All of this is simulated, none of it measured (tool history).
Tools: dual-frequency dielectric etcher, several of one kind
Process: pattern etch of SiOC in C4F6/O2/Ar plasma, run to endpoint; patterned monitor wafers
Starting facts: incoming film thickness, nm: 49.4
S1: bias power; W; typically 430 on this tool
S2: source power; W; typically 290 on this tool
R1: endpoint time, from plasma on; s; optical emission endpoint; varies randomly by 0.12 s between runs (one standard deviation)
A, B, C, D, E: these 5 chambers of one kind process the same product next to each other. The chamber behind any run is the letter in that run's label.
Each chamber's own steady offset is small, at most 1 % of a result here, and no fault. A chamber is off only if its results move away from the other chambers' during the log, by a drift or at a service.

run,day,S1,S2,R1
1B,0.362,430,290,19.695
2E,1.012,430,290,19.765
3D,1.421,430,290,19.671
4A,1.854,430,290,20.054
5C,2.175,506,290,18.542
# day 2.504: chamber A: wet clean of the chamber
6E,2.738,506,290,18.912
7D,3.229,506,290,18.595
8C,3.55,506,290,18.6
# day 3.85: chamber E: wet clean of the chamber
9A,3.875,506,290,18.767
10B,4.167,387,340,19.336
11E,4.575,387,340,19.428
12C,5.233,387,340,19.401
13B,5.525,387,340,19.599
14D,6.004,387,340,19.353
15A,6.567,430,290,19.887
16B,7.012,430,290,19.891
17E,7.454,430,290,19.972
18C,8.05,430,290,20.064
# day 8.208: chamber C: wet clean of the chamber
19D,8.542,430,290,19.756
20A,8.871,430,290,20.014
21A,9.375,430,290,19.939
22C,9.75,430,290,19.865
23D,10.117,430,290,19.455
24E,10.454,430,290,20.02
25B,10.804,430,290,20.157
26D,11.35,430,290,19.437
27A,11.867,430,290,19.85
28E,12.304,430,290,19.76
29B,12.854,430,290,20.302
30C,13.288,430,340,18.724
31A,13.912,430,340,18.793
32B,14.25,430,340,19.02
# day 14.262: chamber D: wet clean of the chamber
33C,14.792,430,340,18.682
34E,15.183,430,340,18.674
35D,15.746,430,290,19.769
36A,16.208,430,290,19.991
37B,16.85,430,290,20.747
38E,17.304,430,290,19.991

Next, every chamber runs the same settings. What will each give?
39A,17.779,430,320,?
39B,17.779,430,320,?
39C,17.779,430,320,?
39D,17.779,430,320,?
39E,17.779,430,320,?

run,R1
39A,19.261
39B,19.839
39C,19.001
39D,18.921
39E,19.382
